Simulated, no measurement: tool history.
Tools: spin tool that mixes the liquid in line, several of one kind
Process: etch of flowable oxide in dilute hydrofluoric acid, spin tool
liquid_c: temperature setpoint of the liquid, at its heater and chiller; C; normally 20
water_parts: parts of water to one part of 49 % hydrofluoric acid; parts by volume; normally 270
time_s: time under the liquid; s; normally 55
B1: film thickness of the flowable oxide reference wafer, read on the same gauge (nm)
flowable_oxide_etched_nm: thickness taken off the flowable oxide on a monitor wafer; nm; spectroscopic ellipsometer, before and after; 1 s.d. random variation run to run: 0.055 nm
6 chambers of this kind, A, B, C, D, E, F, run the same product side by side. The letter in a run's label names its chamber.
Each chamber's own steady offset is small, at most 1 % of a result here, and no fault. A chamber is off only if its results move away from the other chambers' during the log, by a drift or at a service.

{"run": "1E", "hour": 8.0, "liquid_c": 20, "water_parts": 270, "time_s": 55, "B1": 40.015, "flowable_oxide_etched_nm": 10.179}
{"run": "2C", "hour": 12.6, "liquid_c": 20, "water_parts": 270, "time_s": 55, "B1": 40.003, "flowable_oxide_etched_nm": 10.113}
{"run": "3D", "hour": 20.1, "liquid_c": 20, "water_parts": 270, "time_s": 55, "B1": 39.985, "flowable_oxide_etched_nm": 10.086}
{"hour": 24.1, "done": "chamber C: hydrofluoric acid flow meter replaced"}
{"run": "4F", "hour": 27.6, "liquid_c": 20, "water_parts": 270, "time_s": 55, "B1": 39.963, "flowable_oxide_etched_nm": 10.145}
{"run": "5A", "hour": 36.3, "liquid_c": 20, "water_parts": 270, "time_s": 55, "B1": 40.0, "flowable_oxide_etched_nm": 9.9575}
{"run": "6B", "hour": 41.2, "liquid_c": 20, "water_parts": 270, "time_s": 55, "B1": 40.021, "flowable_oxide_etched_nm": 10.237}
{"run": "7F", "hour": 50.0, "liquid_c": 20, "water_parts": 270, "time_s": 55, "B1": 39.992, "flowable_oxide_etched_nm": 10.156}
{"run": "8C", "hour": 57.8, "liquid_c": 20, "water_parts": 270, "time_s": 55, "B1": 39.995, "flowable_oxide_etched_nm": 10.093}
{"run": "9E", "hour": 65.4, "liquid_c": 20, "water_parts": 270, "time_s": 55, "B1": 39.943, "flowable_oxide_etched_nm": 10.206}
{"hour": 67.5, "done": "chamber B: hydrofluoric acid flow meter replaced"}
{"run": "10A", "hour": 73.3, "liquid_c": 20, "water_parts": 270, "time_s": 55, "B1": 39.951, "flowable_oxide_etched_nm": 10.072}
{"run": "11B", "hour": 77.7, "liquid_c": 20, "water_parts": 270, "time_s": 55, "B1": 39.988, "flowable_oxide_etched_nm": 9.9988}
{"run": "12D", "hour": 83.8, "liquid_c": 20, "water_parts": 270, "time_s": 55, "B1": 40.003, "flowable_oxide_etched_nm": 10.185}
{"run": "13E", "hour": 92.1, "liquid_c": 17, "water_parts": 190, "time_s": 55, "B1": 39.998, "flowable_oxide_etched_nm": 13.829}
{"hour": 96.6, "done": "chamber E: hydrofluoric acid flow meter replaced"}
{"run": "14A", "hour": 97.5, "liquid_c": 17, "water_parts": 190, "time_s": 55, "B1": 39.971, "flowable_oxide_etched_nm": 13.559}
{"run": "15F", "hour": 103.7, "liquid_c": 17, "water_parts": 190, "time_s": 55, "B1": 40.025, "flowable_oxide_etched_nm": 13.645}
{"run": "16C", "hour": 111.5, "liquid_c": 17, "water_parts": 190, "time_s": 55, "B1": 40.004, "flowable_oxide_etched_nm": 13.587}
{"hour": 112.3, "done": "chamber C: thermometer replaced"}
{"run": "17D", "hour": 116.2, "liquid_c": 17, "water_parts": 190, "time_s": 55, "B1": 39.975, "flowable_oxide_etched_nm": 14.092}
{"run": "18B", "hour": 123.6, "liquid_c": 17, "water_parts": 190, "time_s": 55, "B1": 39.967, "flowable_oxide_etched_nm": 13.667}
{"run": "19D", "hour": 130.2, "liquid_c": 20, "water_parts": 270, "time_s": 55, "B1": 40.013, "flowable_oxide_etched_nm": 10.306}
{"run": "20A", "hour": 138.1, "liquid_c": 20, "water_parts": 270, "time_s": 55, "B1": 40.046, "flowable_oxide_etched_nm": 10.079}
{"run": "21E", "hour": 143.2, "liquid_c": 20, "water_parts": 270, "time_s": 55, "B1": 39.933, "flowable_oxide_etched_nm": 10.144}
{"run": "22C", "hour": 150.0, "liquid_c": 20, "water_parts": 270, "time_s": 55, "B1": 40.019, "flowable_oxide_etched_nm": 10.043}
{"run": "23B", "hour": 157.0, "liquid_c": 20, "water_parts": 270, "time_s": 55, "B1": 39.962, "flowable_oxide_etched_nm": 10.052}
{"run": "24F", "hour": 164.5, "liquid_c": 20, "water_parts": 270, "time_s": 55, "B1": 39.962, "flowable_oxide_etched_nm": 10.202}
{"run": "25A", "hour": 171.9, "liquid_c": 20, "water_parts": 270, "time_s": 55, "B1": 39.971, "flowable_oxide_etched_nm": 9.9982}
{"run": "26E", "hour": 178.5, "liquid_c": 20, "water_parts": 310, "time_s": 85, "B1": 40.023, "flowable_oxide_etched_nm": 13.214}
{"run": "27B", "hour": 182.5, "liquid_c": 20, "water_parts": 310, "time_s": 85, "B1": 40.018, "flowable_oxide_etched_nm": 13.21}
{"run": "28F", "hour": 187.2, "liquid_c": 20, "water_parts": 310, "time_s": 85, "B1": 40.01, "flowable_oxide_etched_nm": 13.149}
{"run": "29D", "hour": 195.4, "liquid_c": 20, "water_parts": 310, "time_s": 85, "B1": 40.023, "flowable_oxide_etched_nm": 13.421}
{"run": "30C", "hour": 203.4, "liquid_c": 20, "water_parts": 310, "time_s": 85, "B1": 39.998, "flowable_oxide_etched_nm": 13.15}
{"run": "31F", "hour": 208.1, "liquid_c": 20, "water_parts": 310, "time_s": 85, "B1": 39.984, "flowable_oxide_etched_nm": 13.23}
{"run": "32D", "hour": 212.0, "liquid_c": 20, "water_parts": 270, "time_s": 55, "B1": 39.993, "flowable_oxide_etched_nm": 10.451}
{"run": "33B", "hour": 218.7, "liquid_c": 20, "water_parts": 270, "time_s": 55, "B1": 40.035, "flowable_oxide_etched_nm": 10.028}
{"run": "34A", "hour": 226.3, "liquid_c": 20, "water_parts": 270, "time_s": 55, "B1": 39.995, "flowable_oxide_etched_nm": 10.01}
{"run": "35E", "hour": 234.7, "liquid_c": 20, "water_parts": 270, "time_s": 55, "B1": 40.002, "flowable_oxide_etched_nm": 10.171}
{"run": "36C", "hour": 242.6, "liquid_c": 20, "water_parts": 270, "time_s": 55, "B1": 39.972, "flowable_oxide_etched_nm": 10.033}
{"run": "37D", "hour": 250.6, "liquid_c": 20, "water_parts": 270, "time_s": 55, "B1": 40.023, "flowable_oxide_etched_nm": 10.67}
{"run": "38F", "hour": 254.9, "liquid_c": 20, "water_parts": 270, "time_s": 55, "B1": 40.026, "flowable_oxide_etched_nm": 10.163}
{"hour": 257.3, "done": "chamber E: thermometer replaced"}
{"run": "39A", "hour": 262.2, "liquid_c": 20, "water_parts": 270, "time_s": 55, "B1": 39.964, "flowable_oxide_etched_nm": 9.9924}
{"run": "40C", "hour": 270.8, "liquid_c": 20, "water_parts": 270, "time_s": 55, "B1": 39.947, "flowable_oxide_etched_nm": 10.225}
{"run": "41B", "hour": 276.6, "liquid_c": 20, "water_parts": 270, "time_s": 55, "B1": 40.002, "flowable_oxide_etched_nm": 10.118}
{"run": "42E", "hour": 282.7, "liquid_c": 20, "water_parts": 330, "time_s": 80, "B1": 40.032, "flowable_oxide_etched_nm": 11.389}

Which is it: a chamber that has drifted or been left off by a service, a gauge drift common to all chambers, or only each chamber's usual small offset? If a chamber is off, name it and its likeliest cause.

It is chamber D that slowly wanders off from its peers.
What lies behind it: liquid hotter than its thermometer reads (K) = 1.44.
From this log alone, it may not be told apart from: hydrofluoric acid flow above the setpoint (%).

Below are 4 candidate recipes for chamber D's next run, each the usual settings with a change, their results shown as question marks. Which of them brings D's results back in line with what the other chambers give on the usual settings?
In line means no further than this from the other chambers' mean on the usual settings: flowable_oxide_etched_nm 0.1900 nm
{"run": "43D-1", "hour": 289.1, "liquid_c": 20.5, "water_parts": 270, "time_s": 55, "flowable_oxide_etched_nm": "?"}
{"run": "43D-2", "hour": 289.1, "liquid_c": 20.0, "water_parts": 275, "time_s": 55, "flowable_oxide_etched_nm": "?"}
{"run": "43D-3", "hour": 289.1, "liquid_c": 20.0, "water_parts": 260, "time_s": 55, "flowable_oxide_etched_nm": "?"}
{"run": "43D-4", "hour": 289.1, "liquid_c": 20.0, "water_parts": 280, "time_s": 55, "flowable_oxide_etched_nm": "?"}

Usual-settings mean across the other chambers: flowable_oxide_etched_nm 10.1080 nm
run=43D-1 flowable_oxide_etched_nm=10.8650
run=43D-2 flowable_oxide_etched_nm=10.4220
run=43D-3 flowable_oxide_etched_nm=11.1930
run=43D-4 flowable_oxide_etched_nm=10.1850
43D-4 brings the chamber back in line.

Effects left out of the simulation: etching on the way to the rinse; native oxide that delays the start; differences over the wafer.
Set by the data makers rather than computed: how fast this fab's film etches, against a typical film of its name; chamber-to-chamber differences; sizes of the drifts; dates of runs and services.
